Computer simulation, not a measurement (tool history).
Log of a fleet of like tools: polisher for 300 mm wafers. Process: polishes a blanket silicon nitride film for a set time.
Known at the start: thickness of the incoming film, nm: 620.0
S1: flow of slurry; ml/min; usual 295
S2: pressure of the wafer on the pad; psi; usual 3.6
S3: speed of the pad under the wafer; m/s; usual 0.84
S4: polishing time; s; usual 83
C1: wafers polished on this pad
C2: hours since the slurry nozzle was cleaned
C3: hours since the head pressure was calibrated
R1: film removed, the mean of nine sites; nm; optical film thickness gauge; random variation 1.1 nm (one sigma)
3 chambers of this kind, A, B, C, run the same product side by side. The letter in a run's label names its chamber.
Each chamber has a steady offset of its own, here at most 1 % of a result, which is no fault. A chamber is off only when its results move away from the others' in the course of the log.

run	day	S1	S2	S3	S4	C1	C2	C3	R1
1C	0.233	295	3.6	0.84	83	675	395.9	586.6	122.21
2B	0.625	295	3.6	0.84	83	1180	586.4	417.6	123.58
3A	0.879	295	3.6	0.84	83	469	202.4	705.3	123.81
4B	1.067	295	3.6	0.84	83	1309	597	428.2	121.05
5C	1.35	260	3.6	1.04	83	1001	422.7	613.4	143.65
6A	1.692	260	3.6	1.04	83	707	221.9	724.8	146.36
# day 1.912: chamber B: worn pad replaced by a new one
7C	1.938	260	3.6	1.04	83	1173	436.8	627.5	144.97
8B	2.221	295	3.6	0.62	83	90	624.7	455.9	96.528
9A	2.542	295	3.6	0.62	83	955	242.3	745.2	99.817
10C	2.883	295	3.6	0.62	83	1449	459.5	650.2	96.948
11B	3.167	295	3.6	0.84	83	366	647.4	478.6	123.81
12A	3.421	295	3.6	0.84	83	1212	263.4	766.3	126.37
13C	3.842	355	3.6	0.84	100	1729	482.5	673.2	150.59
14A	4.117	355	3.6	0.84	100	1415	280.1	783	152.88
15B	4.417	355	3.6	0.84	100	731	677.4	508.6	151.28
# day 4.517: chamber A: worn pad replaced by a new one
16A	4.729	295	3.6	0.84	83	63	294.8	797.7	124.02
17B	5.142	295	3.6	0.84	83	943	694.8	526	122.92
18C	5.379	295	3.6	0.84	83	2178	519.4	710.1	123.2
19C	5.575	295	3.6	0.84	83	2235	524.1	714.8	121.33
20A	5.842	295	3.6	0.84	83	388	321.5	824.4	125.87
21B	6.029	195	4.1	0.84	83	1202	716.1	547.3	134.95
22B	6.425	195	4.1	0.84	83	1318	725.6	556.8	135.65
23C	6.625	195	4.1	0.84	83	2542	549.3	740	131.22
# day 6.917: chamber B: worn pad replaced by a new one
24A	7.021	295	3.6	0.84	83	732	349.8	852.7	126.83
# day 7.104: chamber A: head pressure recalibrated
25B	7.371	295	3.6	0.84	83	133	748.3	579.5	124.52
26C	7.575	295	3.6	0.84	83	2819	572.1	762.8	118.61
27A	7.796	295	3.6	0.84	83	958	368.4	16.7	124.51
28C	8.042	295	3.6	0.84	83	2956	583.3	774	120.3
# day 8.246: chamber A: slurry nozzle cleaned
29A	8.25	295	3.6	0.84	83	1091	0.2	27.6	124.08
30B	8.612	295	3.6	0.84	83	496	778.1	609.3	124.77
31B	9	295	3.6	0.84	83	609	787.4	618.6	124.23
32C	9.408	295	3.6	0.84	83	3355	616.1	806.8	117.11
33A	9.633	295	3.6	1.04	83	1495	33.4	60.8	149.13
# day 9.688: chamber A: worn pad replaced by a new one
34C	9.958	295	3.6	1.04	83	3516	629.3	820	138.15
35B	10.233	295	3.6	1.04	83	969	817	648.2	146.56
# day 10.279: chamber C: slurry nozzle cleaned
36A	10.558	295	3.6	0.84	83	255	55.6	83	124.52
37C	10.908	295	3.6	0.84	83	3793	15.2	842.8	116.98

Is one chamber off against the others, does the gauge drift, or is nothing wrong? If a chamber is off, say which, and what the likeliest cause is.

Chamber C drifts away from the others.
Cause: removal rate lost through wear of the pad, % = 6.28.
The log may not tell that from: head's pressure below its setpoint, %.

Here are 4 candidates for chamber C's next run, each the usual settings with a change, their results left as question marks. Which one brings its results back in line with what the others give on the usual settings?
In line means no further than this from the other chambers' mean on the usual settings: R1 3.9 nm
38C-1	11.217	295	3.6	0.86	83				?
38C-2	11.217	295	3.6	0.84	82				?
38C-3	11.217	295	3.6	0.76	83				?
38C-4	11.217	295	3.7	0.86	85				?

The other chambers' mean on the usual settings: R1 124.65 nm
run	R1
38C-1	118.67
38C-2	115.08
38C-3	107.66
38C-4	124.92
38C-4 brings the chamber back in line.
